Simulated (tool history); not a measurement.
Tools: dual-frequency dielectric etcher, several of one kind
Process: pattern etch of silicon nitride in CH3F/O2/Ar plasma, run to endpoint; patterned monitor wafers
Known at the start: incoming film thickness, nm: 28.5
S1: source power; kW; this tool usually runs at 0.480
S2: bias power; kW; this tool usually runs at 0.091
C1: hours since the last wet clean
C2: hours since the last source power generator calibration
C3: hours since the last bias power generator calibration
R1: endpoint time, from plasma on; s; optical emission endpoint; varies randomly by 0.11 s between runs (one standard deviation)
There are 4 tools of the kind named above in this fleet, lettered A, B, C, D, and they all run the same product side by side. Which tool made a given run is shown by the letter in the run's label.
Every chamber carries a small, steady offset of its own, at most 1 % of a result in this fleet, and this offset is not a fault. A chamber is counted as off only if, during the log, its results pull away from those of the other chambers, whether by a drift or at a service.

run 1C hour=7.1 | S1=0.480 S2=0.091 | C1=189.3 C2=3768.9 C3=2820.6 | R1=35.551
run 2A hour=14.3 | S1=0.480 S2=0.091 | C1=48.7 C2=106.6 C3=1109.6 | R1=35.739
run 3B hour=18.8 | S1=0.480 S2=0.091 | C1=318.7 C2=2045.8 C3=66.4 | R1=35.735
run 4D hour=22.8 | S1=0.480 S2=0.091 | C1=137.1 C2=2637.0 C3=2340.8 | R1=35.450
run 5A hour=30.9 | S1=0.480 S2=0.091 | C1=65.3 C2=123.2 C3=1126.2 | R1=35.875
run 6C hour=37.2 | S1=0.480 S2=0.091 | C1=219.4 C2=3799.0 C3=2850.7 | R1=35.632
run 7D hour=44.5 | S1=0.480 S2=0.091 | C1=158.8 C2=2658.7 C3=2362.5 | R1=35.728
run 8B hour=51.1 | S1=0.480 S2=0.091 | C1=351.0 C2=2078.1 C3=98.7 | R1=35.801
run 9A hour=57.4 | S1=0.480 S2=0.091 | C1=91.8 C2=149.7 C3=1152.7 | R1=35.775
run 10C hour=65.1 | S1=0.480 S2=0.091 | C1=247.3 C2=3826.9 C3=2878.6 | R1=35.485
run 11D hour=72.3 | S1=0.480 S2=0.091 | C1=186.6 C2=2686.5 C3=2390.3 | R1=35.659
run 12B hour=79.9 | S1=0.480 S2=0.091 | C1=379.8 C2=2106.9 C3=127.5 | R1=35.623
run 13C hour=86.1 | S1=0.570 S2=0.091 | C1=268.3 C2=3847.9 C3=2899.6 | R1=33.326
run 14A hour=91.5 | S1=0.570 S2=0.091 | C1=125.9 C2=183.8 C3=1186.8 | R1=33.498
run 15D hour=99.8 | S1=0.570 S2=0.091 | C1=214.1 C2=2714.0 C3=2417.8 | R1=33.303
run 16B hour=107.8 | S1=0.570 S2=0.091 | C1=407.7 C2=2134.8 C3=155.4 | R1=33.352
run 17D hour=116.0 | S1=0.480 S2=0.091 | C1=230.3 C2=2730.2 C3=2434.0 | R1=35.686
run 18A hour=123.9 | S1=0.480 S2=0.091 | C1=158.3 C2=216.2 C3=1219.2 | R1=35.805
run 19B hour=129.0 | S1=0.400 S2=0.103 | C1=428.9 C2=2156.0 C3=176.6 | R1=36.485
run 20C hour=133.7 | S1=0.400 S2=0.103 | C1=315.9 C2=3895.5 C3=2947.2 | R1=36.040
run 21B hour=138.3 | S1=0.400 S2=0.103 | C1=438.2 C2=2165.3 C3=185.9 | R1=36.451
run 22A hour=143.1 | S1=0.400 S2=0.103 | C1=177.5 C2=235.4 C3=1238.4 | R1=36.728
run 23C hour=150.8 | S1=0.480 S2=0.091 | C1=333.0 C2=3912.6 C3=2964.3 | R1=35.141
-- hour=157.8 chamber B: wet clean of the chamber
run 24D hour=158.2 | S1=0.480 S2=0.091 | C1=272.5 C2=2772.4 C3=2476.2 | R1=35.617
run 25C hour=165.5 | S1=0.480 S2=0.091 | C1=347.7 C2=3927.3 C3=2979.0 | R1=35.047
run 26D hour=172.0 | S1=0.480 S2=0.091 | C1=286.3 C2=2786.2 C3=2490.0 | R1=35.745
run 27B hour=177.9 | S1=0.480 S2=0.091 | C1=20.1 C2=2204.9 C3=225.5 | R1=35.707
run 28A hour=184.7 | S1=0.480 S2=0.091 | C1=219.1 C2=277.0 C3=1280.0 | R1=35.620
run 29D hour=190.9 | S1=0.390 S2=0.099 | C1=305.2 C2=2805.1 C3=2508.9 | R1=37.036
run 30C hour=197.2 | S1=0.390 S2=0.099 | C1=379.4 C2=3959.0 C3=3010.7 | R1=36.519
run 31A hour=202.7 | S1=0.390 S2=0.099 | C1=237.1 C2=295.0 C3=1298.0 | R1=37.321
run 32B hour=207.1 | S1=0.390 S2=0.099 | C1=49.3 C2=2234.1 C3=254.7 | R1=37.274
run 33B hour=215.3 | S1=0.480 S2=0.091 | C1=57.5 C2=2242.3 C3=262.9 | R1=35.428
run 34A hour=221.5 | S1=0.370 S2=0.078 | C1=255.9 C2=313.8 C3=1316.8 | R1=41.655
run 35C hour=228.6 | S1=0.370 S2=0.078 | C1=410.8 C2=3990.4 C3=3042.1 | R1=40.466
run 36D hour=233.4 | S1=0.370 S2=0.078 | C1=347.7 C2=2847.6 C3=2551.4 | R1=41.518
run 37C hour=240.2 | S1=0.370 S2=0.078 | C1=422.4 C2=4002.0 C3=3053.7 | R1=40.463
run 38D hour=247.7 | S1=0.480 S2=0.091 | C1=362.0 C2=2861.9 C3=2565.7 | R1=35.608
run 39A hour=253.3 | S1=0.480 S2=0.091 | C1=287.7 C2=345.6 C3=1348.6 | R1=35.729
run 40B hour=259.2 | S1=0.480 S2=0.080 | C1=101.4 C2=2286.2 C3=306.8 | R1=37.267
run 41D hour=267.5 | S1=0.480 S2=0.080 | C1=381.8 C2=2881.7 C3=2585.5 | R1=37.208
run 42B hour=274.9 | S1=0.480 S2=0.080 | C1=117.1 C2=2301.9 C3=322.5 | R1=37.337

Next, all 4 chambers run the settings below, one line each with question marks for the results. What does each chamber give?
run 43A hour=281.0 | S1=0.410 S2=0.091 | R1=?
run 43B hour=281.0 | S1=0.410 S2=0.091 | R1=?
run 43C hour=281.0 | S1=0.410 S2=0.091 | R1=?
run 43D hour=281.0 | S1=0.410 S2=0.091 | R1=?

run=43A R1=37.793
run=43B R1=37.698
run=43C R1=36.423
run=43D R1=37.743
